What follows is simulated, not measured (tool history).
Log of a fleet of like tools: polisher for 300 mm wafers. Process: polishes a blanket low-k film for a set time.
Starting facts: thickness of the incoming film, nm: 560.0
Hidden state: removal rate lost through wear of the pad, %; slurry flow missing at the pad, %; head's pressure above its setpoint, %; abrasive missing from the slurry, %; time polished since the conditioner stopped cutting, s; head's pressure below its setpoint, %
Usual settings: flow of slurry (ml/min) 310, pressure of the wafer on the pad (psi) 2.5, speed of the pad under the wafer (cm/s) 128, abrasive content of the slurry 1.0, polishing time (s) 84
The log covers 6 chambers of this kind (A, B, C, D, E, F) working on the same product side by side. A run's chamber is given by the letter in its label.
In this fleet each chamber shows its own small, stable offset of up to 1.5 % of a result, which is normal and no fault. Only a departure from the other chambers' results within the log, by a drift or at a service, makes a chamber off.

| run | hour | flow of slurry (ml/min) | pressure of the wafer on the pad (psi) | speed of the pad under the wafer (cm/s) | abrasive content of the slurry | polishing time (s) | wafers polished on this pad | hours since the slurry nozzle was cleaned | hours since the head pressure was calibrated | hours since the slurry blender was calibrated | hours since the conditioning disc was replaced | film removed (nm) |
|---|---|---|---|---|---|---|---|---|---|---|---|---|
|  | 0.7 | chamber B: worn pad replaced by a new one |
|  | 5.7 | chamber C: slurry blender recalibrated |
| 1A | 9.7 | 310 | 2.5 | 128 | 1.0 | 84 | 235 | 581.3 | 61.4 | 177.8 | 49.9 | 56.916 |
|  | 18.6 | chamber C: worn pad replaced by a new one |
|  | 23.8 | chamber E: slurry blender recalibrated |
|  | 24.3 | chamber F: head pressure recalibrated |
| 2B | 24.3 | 310 | 2.5 | 128 | 1.0 | 84 | 311 | 275.8 | 407.9 | 193.2 | 254.1 | 56.953 |
|  | 25.3 | chamber E: worn pad replaced by a new one |
|  | 29.0 | chamber F: slurry blender recalibrated |
| 3F | 34.1 | 310 | 2.5 | 128 | 1.0 | 84 | 876 | 36.0 | 9.8 | 5.1 | 89.8 | 57.180 |
|  | 35.1 | chamber A: slurry blender recalibrated |
| 4C | 47.3 | 310 | 2.5 | 128 | 1.0 | 84 | 378 | 133.8 | 123.3 | 41.6 | 158.4 | 57.294 |
| 5D | 63.2 | 310 | 2.5 | 128 | 1.1 | 84 | 945 | 619.5 | 728.7 | 282.9 | 79.1 | 58.839 |
| 6E | 71.2 | 310 | 2.5 | 128 | 1.1 | 84 | 603 | 275.0 | 197.6 | 47.5 | 299.4 | 60.617 |
|  | 72.7 | chamber F: worn pad replaced by a new one |
|  | 76.4 | chamber A: worn pad replaced by a new one |
| 7B | 78.2 | 310 | 2.5 | 128 | 1.1 | 84 | 1019 | 329.7 | 461.8 | 247.1 | 308.0 | 59.362 |
|  | 79.8 | chamber D: worn pad replaced by a new one |
|  | 83.1 | chamber D: slurry blender recalibrated |
|  | 90.9 | chamber A: conditioning disc replaced and pad reconditioned |
|  | 92.2 | chamber D: conditioning disc replaced and pad reconditioned |
| 8E | 94.0 | 310 | 2.5 | 128 | 1.1 | 84 | 902 | 297.8 | 220.4 | 70.3 | 322.2 | 59.666 |
|  | 104.3 | chamber B: worn pad replaced by a new one |
| 9D | 108.4 | 310 | 2.5 | 128 | 1.1 | 84 | 375 | 664.7 | 773.9 | 25.4 | 16.3 | 58.897 |
|  | 114.1 | chamber C: worn pad replaced by a new one |
|  | 116.1 | chamber E: worn pad replaced by a new one |
| 10A | 122.3 | 310 | 2.5 | 128 | 1.1 | 84 | 604 | 693.9 | 174.0 | 87.2 | 31.5 | 59.409 |
| 11F | 130.1 | 310 | 2.5 | 128 | 1.0 | 84 | 755 | 132.0 | 105.8 | 101.1 | 185.8 | 58.128 |
| 12C | 141.9 | 310 | 2.5 | 128 | 1.0 | 84 | 365 | 228.4 | 217.9 | 136.2 | 253.0 | 57.488 |
|  | 151.4 | chamber E: conditioning disc replaced and pad reconditioned |
|  | 153.0 | chamber D: slurry nozzle cleaned |
| 13B | 157.0 | 310 | 2.5 | 128 | 1.0 | 84 | 693 | 408.5 | 540.6 | 325.9 | 386.8 | 57.728 |
| 14D | 167.0 | 310 | 2.5 | 128 | 1.0 | 84 | 1146 | 14.1 | 832.5 | 84.0 | 74.9 | 58.229 |
|  | 168.2 | chamber F: worn pad replaced by a new one |
|  | 168.4 | chamber D: head pressure recalibrated |
|  | 175.1 | chamber B: slurry nozzle cleaned |
| 15F | 175.9 | 310 | 2.5 | 128 | 1.0 | 84 | 101 | 177.8 | 151.6 | 146.9 | 231.6 | 57.845 |
|  | 178.2 | chamber F: conditioning disc replaced and pad reconditioned |
|  | 178.3 | chamber D: worn pad replaced by a new one |
|  | 187.0 | chamber A: worn pad replaced by a new one |
| 16C | 189.1 | 310 | 2.5 | 128 | 1.0 | 84 | 985 | 275.6 | 265.1 | 183.4 | 300.2 | 56.715 |
|  | 198.7 | chamber D: conditioning disc replaced and pad reconditioned |
| 17E | 203.6 | 310 | 3.3 | 146 | 1.0 | 84 | 1150 | 407.4 | 330.0 | 179.9 | 52.3 | 83.725 |
|  | 206.4 | chamber B: worn pad replaced by a new one |
| 18A | 210.8 | 310 | 3.3 | 146 | 1.0 | 84 | 312 | 782.4 | 262.5 | 175.7 | 120.0 | 83.736 |
|  | 211.8 | chamber A: slurry blender recalibrated |
| 19A | 218.6 | 310 | 3.3 | 146 | 1.0 | 84 | 415 | 790.2 | 270.3 | 6.8 | 127.8 | 83.093 |
|  | 222.4 | chamber C: worn pad replaced by a new one |
|  | 224.3 | chamber B: slurry blender recalibrated |
|  | 225.2 | chamber E: worn pad replaced by a new one |
| 20E | 226.3 | 310 | 3.3 | 146 | 1.0 | 84 | 15 | 430.1 | 352.7 | 202.6 | 75.0 | 85.371 |
| 21F | 235.7 | 310 | 3.3 | 146 | 1.0 | 84 | 887 | 237.6 | 211.4 | 206.7 | 57.6 | 85.182 |
|  | 246.2 | chamber A: conditioning disc replaced and pad reconditioned |
| 22C | 249.8 | 310 | 3.3 | 146 | 1.0 | 84 | 360 | 336.3 | 325.8 | 244.1 | 360.9 | 83.765 |
|  | 250.0 | chamber C: slurry nozzle cleaned |
|  | 252.8 | chamber A: slurry nozzle cleaned |
| 23B | 257.9 | 310 | 2.5 | 158 | 1.0 | 84 | 677 | 82.8 | 641.5 | 33.6 | 487.7 | 67.833 |
|  | 263.3 | chamber F: slurry nozzle cleaned |
|  | 267.4 | chamber E: slurry blender recalibrated |
|  | 269.5 | chamber F: worn pad replaced by a new one |
| 24D | 273.1 | 310 | 2.5 | 158 | 1.0 | 84 | 1246 | 120.2 | 104.8 | 190.1 | 74.4 | 61.153 |
|  | 280.7 | chamber C: slurry blender recalibrated |
| 25F | 287.1 | 310 | 2.5 | 158 | 1.0 | 84 | 232 | 23.9 | 262.8 | 258.1 | 109.0 | 68.234 |
|  | 288.8 | chamber D: worn pad replaced by a new one |
|  | 293.1 | chamber A: worn pad replaced by a new one |
|  | 295.6 | chamber B: worn pad replaced by a new one |
|  | 296.3 | chamber B: conditioning disc replaced and pad reconditioned |
| 26C | 297.3 | 310 | 2.5 | 158 | 1.0 | 84 | 985 | 47.3 | 373.3 | 16.7 | 408.4 | 67.837 |
|  | 297.7 | chamber E: slurry nozzle cleaned |
| 27D | 312.5 | 310 | 2.5 | 158 | 1.0 | 84 | 312 | 159.6 | 144.2 | 229.5 | 113.8 | 59.913 |
|  | 322.1 | chamber D: conditioning disc replaced and pad reconditioned |
|  | 322.6 | chamber C: worn pad replaced by a new one |
| 28E | 324.7 | 310 | 2.5 | 158 | 1.0 | 84 | 1308 | 27.1 | 451.1 | 57.4 | 173.4 | 67.993 |
|  | 328.0 | chamber D: slurry blender recalibrated |
|  | 330.5 | chamber E: worn pad replaced by a new one |
|  | 334.0 | chamber F: head pressure recalibrated |
| 29A | 336.0 | 310 | 2.5 | 128 | 1.0 | 84 | 564 | 83.3 | 387.7 | 124.2 | 89.9 | 56.766 |
| 30B | 345.4 | 310 | 2.5 | 128 | 1.0 | 84 | 655 | 170.3 | 729.0 | 121.1 | 49.1 | 57.321 |
|  | 355.6 | chamber F: worn pad replaced by a new one |
| 31D | 356.4 | 310 | 2.5 | 128 | 1.0 | 84 | 889 | 203.5 | 188.1 | 28.4 | 34.3 | 51.883 |
| 32F | 366.7 | 310 | 2.5 | 128 | 1.0 | 84 | 146 | 103.5 | 32.7 | 337.7 | 188.6 | 56.304 |
|  | 378.8 | chamber D: worn pad replaced by a new one |
| 33A | 382.2 | 310 | 2.5 | 128 | 1.0 | 84 | 1171 | 129.5 | 433.9 | 170.4 | 136.1 | 56.880 |
| 34B | 389.5 | 310 | 2.5 | 128 | 1.0 | 84 | 1235 | 214.4 | 773.1 | 165.2 | 93.2 | 57.731 |
|  | 395.3 | chamber B: worn pad replaced by a new one |
|  | 400.9 | chamber A: worn pad replaced by a new one |
|  | 401.3 | chamber F: conditioning disc replaced and pad reconditioned |
| 35E | 402.6 | 310 | 2.5 | 128 | 1.0 | 84 | 947 | 105.0 | 529.0 | 135.3 | 251.3 | 58.896 |
|  | 408.6 | chamber A: conditioning disc replaced and pad reconditioned |
| 36C | 412.4 | 310 | 2.5 | 128 | 1.0 | 84 | 1180 | 162.4 | 488.4 | 131.8 | 523.5 | 57.224 |
| 37F | 425.0 | 310 | 2.5 | 128 | 1.0 | 84 | 912 | 161.8 | 91.0 | 396.0 | 23.8 | 56.448 |
|  | 426.8 | chamber C: worn pad replaced by a new one |
|  | 433.2 | chamber E: worn pad replaced by a new one |
| 38B | 434.1 | 310 | 2.5 | 128 | 1.0 | 84 | 510 | 259.0 | 817.7 | 209.8 | 137.8 | 56.654 |
|  | 434.3 | chamber A: slurry blender recalibrated |
| 39C | 445.0 | 310 | 2.5 | 128 | 1.0 | 84 | 240 | 195.0 | 521.0 | 164.4 | 556.1 | 56.923 |
|  | 446.7 | chamber D: conditioning disc replaced and pad reconditioned |
|  | 454.0 | chamber E: conditioning disc replaced and pad reconditioned |
| 40A | 456.6 | 310 | 2.5 | 128 | 1.0 | 84 | 732 | 203.9 | 508.3 | 22.4 | 48.0 | 57.376 |
|  | 462.4 | chamber D: worn pad replaced by a new one |
| 41D | 469.5 | 310 | 2.5 | 128 | 1.0 | 84 | 94 | 316.6 | 301.2 | 141.5 | 22.8 | 50.836 |
| 42E | 481.4 | 310 | 2.5 | 128 | 1.0 | 84 | 633 | 183.8 | 607.8 | 214.1 | 27.4 | 56.671 |

The same settings go to every chamber for the next run, one line per chamber below. Forecast the results for each:
| 43A | 492.9 | 310 | 2.5 | 128 | 1.0 | 84 |  |  |  |  |  | ? |
| 43B | 492.9 | 310 | 2.5 | 128 | 1.0 | 84 |  |  |  |  |  | ? |
| 43C | 492.9 | 310 | 2.5 | 128 | 1.0 | 84 |  |  |  |  |  | ? |
| 43D | 492.9 | 310 | 2.5 | 128 | 1.0 | 84 |  |  |  |  |  | ? |
| 43E | 492.9 | 310 | 2.5 | 128 | 1.0 | 84 |  |  |  |  |  | ? |
| 43F | 492.9 | 310 | 2.5 | 128 | 1.0 | 84 |  |  |  |  |  | ? |

| run | film removed (nm) |
|---|---|
| 43A | 56.357 |
| 43B | 57.311 |
| 43C | 58.300 |
| 43D | 50.498 |
| 43E | 58.676 |
| 43F | 57.747 |
